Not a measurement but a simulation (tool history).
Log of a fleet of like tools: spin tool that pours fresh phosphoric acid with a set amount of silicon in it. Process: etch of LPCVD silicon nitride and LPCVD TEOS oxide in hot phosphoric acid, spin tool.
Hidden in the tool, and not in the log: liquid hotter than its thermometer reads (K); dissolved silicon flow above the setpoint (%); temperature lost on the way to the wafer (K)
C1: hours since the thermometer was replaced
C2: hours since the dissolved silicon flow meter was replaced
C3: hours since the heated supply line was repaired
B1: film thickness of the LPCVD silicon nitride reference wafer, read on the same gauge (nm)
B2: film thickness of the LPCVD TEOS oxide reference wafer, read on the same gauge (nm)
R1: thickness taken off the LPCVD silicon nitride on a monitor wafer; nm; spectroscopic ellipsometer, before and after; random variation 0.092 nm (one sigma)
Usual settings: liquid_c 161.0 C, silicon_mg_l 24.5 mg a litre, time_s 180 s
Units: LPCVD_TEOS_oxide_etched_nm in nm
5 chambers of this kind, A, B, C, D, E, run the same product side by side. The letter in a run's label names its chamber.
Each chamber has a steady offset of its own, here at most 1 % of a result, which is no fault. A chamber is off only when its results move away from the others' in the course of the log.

run 1D hour=9.0 | liquid_c=161.0 silicon_mg_l=24.5 time_s=180 | C1=905.5 C2=764.1 C3=825.8 | B1=30.027 B2=70.001 | R1=15.468 LPCVD_TEOS_oxide_etched_nm=0.46125
run 2E hour=15.6 | liquid_c=161.0 silicon_mg_l=24.5 time_s=180 | C1=779.1 C2=687.1 C3=3572.1 | B1=30.019 B2=70.003 | R1=15.347 LPCVD_TEOS_oxide_etched_nm=0.42458
run 3C hour=22.4 | liquid_c=161.0 silicon_mg_l=24.5 time_s=180 | C1=763.2 C2=546.9 C3=1749.7 | B1=30.002 B2=69.962 | R1=15.171 LPCVD_TEOS_oxide_etched_nm=0.45594
-- hour=23.0 chamber E: heated supply line repaired
run 4A hour=32.4 | liquid_c=161.0 silicon_mg_l=24.5 time_s=180 | C1=426.7 C2=546.7 C3=429.5 | B1=29.987 B2=69.989 | R1=15.241 LPCVD_TEOS_oxide_etched_nm=0.41949
run 5B hour=42.1 | liquid_c=161.0 silicon_mg_l=24.5 time_s=180 | C1=467.1 C2=508.7 C3=1561.0 | B1=29.996 B2=70.015 | R1=15.199 LPCVD_TEOS_oxide_etched_nm=0.44002
run 6C hour=47.2 | liquid_c=161.0 silicon_mg_l=24.5 time_s=180 | C1=788.0 C2=571.7 C3=1774.5 | B1=29.967 B2=70.011 | R1=15.261 LPCVD_TEOS_oxide_etched_nm=0.46797
run 7A hour=52.4 | liquid_c=161.0 silicon_mg_l=24.5 time_s=180 | C1=446.7 C2=566.7 C3=449.5 | B1=30.005 B2=70.032 | R1=15.252 LPCVD_TEOS_oxide_etched_nm=0.46146
-- hour=57.4 chamber C: thermometer replaced
run 8E hour=63.8 | liquid_c=161.0 silicon_mg_l=24.5 time_s=180 | C1=827.3 C2=735.3 C3=40.9 | B1=29.976 B2=70.020 | R1=15.201 LPCVD_TEOS_oxide_etched_nm=0.45053
run 9D hour=70.6 | liquid_c=161.0 silicon_mg_l=24.5 time_s=180 | C1=967.1 C2=825.7 C3=887.4 | B1=29.986 B2=69.988 | R1=15.302 LPCVD_TEOS_oxide_etched_nm=0.42234
run 10B hour=81.8 | liquid_c=161.0 silicon_mg_l=17.5 time_s=180 | C1=506.8 C2=548.4 C3=1600.7 | B1=29.970 B2=69.992 | R1=15.352 LPCVD_TEOS_oxide_etched_nm=0.58164
run 11B hour=88.9 | liquid_c=161.0 silicon_mg_l=17.5 time_s=180 | C1=513.9 C2=555.5 C3=1607.8 | B1=29.994 B2=69.987 | R1=15.432 LPCVD_TEOS_oxide_etched_nm=0.59429
run 12A hour=94.7 | liquid_c=161.0 silicon_mg_l=17.5 time_s=180 | C1=489.0 C2=609.0 C3=491.8 | B1=29.980 B2=69.964 | R1=15.193 LPCVD_TEOS_oxide_etched_nm=0.55399
run 13E hour=104.4 | liquid_c=161.0 silicon_mg_l=17.5 time_s=180 | C1=867.9 C2=775.9 C3=81.5 | B1=29.980 B2=70.016 | R1=15.354 LPCVD_TEOS_oxide_etched_nm=0.59819
run 14D hour=109.4 | liquid_c=161.0 silicon_mg_l=17.5 time_s=180 | C1=1005.9 C2=864.5 C3=926.2 | B1=29.995 B2=69.979 | R1=15.520 LPCVD_TEOS_oxide_etched_nm=0.52838
run 15C hour=114.4 | liquid_c=161.0 silicon_mg_l=24.5 time_s=180 | C1=57.0 C2=638.9 C3=1841.7 | B1=30.000 B2=69.971 | R1=15.149 LPCVD_TEOS_oxide_etched_nm=0.41695
-- hour=120.6 chamber D: heated supply line repaired
run 16C hour=123.2 | liquid_c=161.0 silicon_mg_l=24.5 time_s=180 | C1=65.8 C2=647.7 C3=1850.5 | B1=30.010 B2=69.993 | R1=15.464 LPCVD_TEOS_oxide_etched_nm=0.41866
run 17A hour=131.9 | liquid_c=161.0 silicon_mg_l=24.5 time_s=180 | C1=526.2 C2=646.2 C3=529.0 | B1=29.999 B2=70.013 | R1=15.320 LPCVD_TEOS_oxide_etched_nm=0.48208
run 18E hour=139.7 | liquid_c=158.5 silicon_mg_l=24.5 time_s=180 | C1=903.2 C2=811.2 C3=116.8 | B1=29.979 B2=70.036 | R1=14.275 LPCVD_TEOS_oxide_etched_nm=0.41457
run 19D hour=146.4 | liquid_c=158.5 silicon_mg_l=24.5 time_s=180 | C1=1042.9 C2=901.5 C3=25.8 | B1=30.019 B2=70.023 | R1=14.358 LPCVD_TEOS_oxide_etched_nm=0.37108
run 20B hour=154.3 | liquid_c=158.5 silicon_mg_l=24.5 time_s=180 | C1=579.3 C2=620.9 C3=1673.2 | B1=30.015 B2=69.991 | R1=14.073 LPCVD_TEOS_oxide_etched_nm=0.38269
run 21C hour=163.9 | liquid_c=158.5 silicon_mg_l=24.5 time_s=180 | C1=106.5 C2=688.4 C3=1891.2 | B1=29.987 B2=69.965 | R1=13.980 LPCVD_TEOS_oxide_etched_nm=0.39042
run 22A hour=169.6 | liquid_c=158.5 silicon_mg_l=24.5 time_s=180 | C1=563.9 C2=683.9 C3=566.7 | B1=29.995 B2=69.927 | R1=14.193 LPCVD_TEOS_oxide_etched_nm=0.40332
-- hour=171.6 chamber C: heated supply line repaired
run 23B hour=177.6 | liquid_c=161.0 silicon_mg_l=24.5 time_s=180 | C1=602.6 C2=644.2 C3=1696.5 | B1=30.023 B2=70.013 | R1=15.162 LPCVD_TEOS_oxide_etched_nm=0.51115
run 24E hour=185.0 | liquid_c=161.0 silicon_mg_l=24.5 time_s=180 | C1=948.5 C2=856.5 C3=162.1 | B1=29.997 B2=70.037 | R1=15.274 LPCVD_TEOS_oxide_etched_nm=0.45980
-- hour=191.4 chamber B: dissolved silicon flow meter replaced
run 25D hour=192.8 | liquid_c=161.0 silicon_mg_l=24.5 time_s=180 | C1=1089.3 C2=947.9 C3=72.2 | B1=29.996 B2=69.999 | R1=15.536 LPCVD_TEOS_oxide_etched_nm=0.47019
run 26C hour=199.1 | liquid_c=161.0 silicon_mg_l=24.5 time_s=180 | C1=141.7 C2=723.6 C3=27.5 | B1=29.991 B2=70.030 | R1=15.161 LPCVD_TEOS_oxide_etched_nm=0.41221
run 27D hour=205.2 | liquid_c=161.0 silicon_mg_l=24.5 time_s=180 | C1=1101.7 C2=960.3 C3=84.6 | B1=29.995 B2=70.053 | R1=15.453 LPCVD_TEOS_oxide_etched_nm=0.52045
run 28B hour=211.6 | liquid_c=161.0 silicon_mg_l=24.5 time_s=180 | C1=636.6 C2=20.3 C3=1730.5 | B1=30.013 B2=70.006 | R1=15.237 LPCVD_TEOS_oxide_etched_nm=0.52272
run 29A hour=220.7 | liquid_c=161.0 silicon_mg_l=24.5 time_s=255 | C1=615.0 C2=735.0 C3=617.8 | B1=29.999 B2=70.037 | R1=21.741 LPCVD_TEOS_oxide_etched_nm=0.63806
run 30E hour=227.5 | liquid_c=161.0 silicon_mg_l=24.5 time_s=255 | C1=991.0 C2=899.0 C3=204.6 | B1=30.017 B2=70.004 | R1=21.972 LPCVD_TEOS_oxide_etched_nm=0.59610
run 31B hour=238.2 | liquid_c=161.0 silicon_mg_l=24.5 time_s=255 | C1=663.2 C2=46.9 C3=1757.1 | B1=30.001 B2=70.039 | R1=21.821 LPCVD_TEOS_oxide_etched_nm=0.61056
run 32D hour=245.1 | liquid_c=161.0 silicon_mg_l=24.5 time_s=255 | C1=1141.6 C2=1000.2 C3=124.5 | B1=30.028 B2=69.974 | R1=21.911 LPCVD_TEOS_oxide_etched_nm=0.68251
run 33C hour=254.4 | liquid_c=161.0 silicon_mg_l=24.5 time_s=255 | C1=197.0 C2=778.9 C3=82.8 | B1=29.991 B2=70.013 | R1=21.718 LPCVD_TEOS_oxide_etched_nm=0.61791
run 34A hour=260.5 | liquid_c=161.0 silicon_mg_l=24.5 time_s=180 | C1=654.8 C2=774.8 C3=657.6 | B1=30.010 B2=70.020 | R1=15.386 LPCVD_TEOS_oxide_etched_nm=0.51230
run 35E hour=268.4 | liquid_c=158.0 silicon_mg_l=24.5 time_s=180 | C1=1031.9 C2=939.9 C3=245.5 | B1=30.006 B2=69.962 | R1=13.940 LPCVD_TEOS_oxide_etched_nm=0.36239
run 36B hour=279.4 | liquid_c=158.0 silicon_mg_l=24.5 time_s=180 | C1=704.4 C2=88.1 C3=1798.3 | B1=29.989 B2=70.030 | R1=13.824 LPCVD_TEOS_oxide_etched_nm=0.36900
run 37C hour=285.4 | liquid_c=158.0 silicon_mg_l=24.5 time_s=180 | C1=228.0 C2=809.9 C3=113.8 | B1=29.992 B2=69.987 | R1=13.848 LPCVD_TEOS_oxide_etched_nm=0.35085

Is one chamber off against the others, does the gauge drift, or is nothing wrong? If a chamber is off, say which, and what the likeliest cause is.

No chamber stands off beyond its own small offset, and the gauge holds steady.
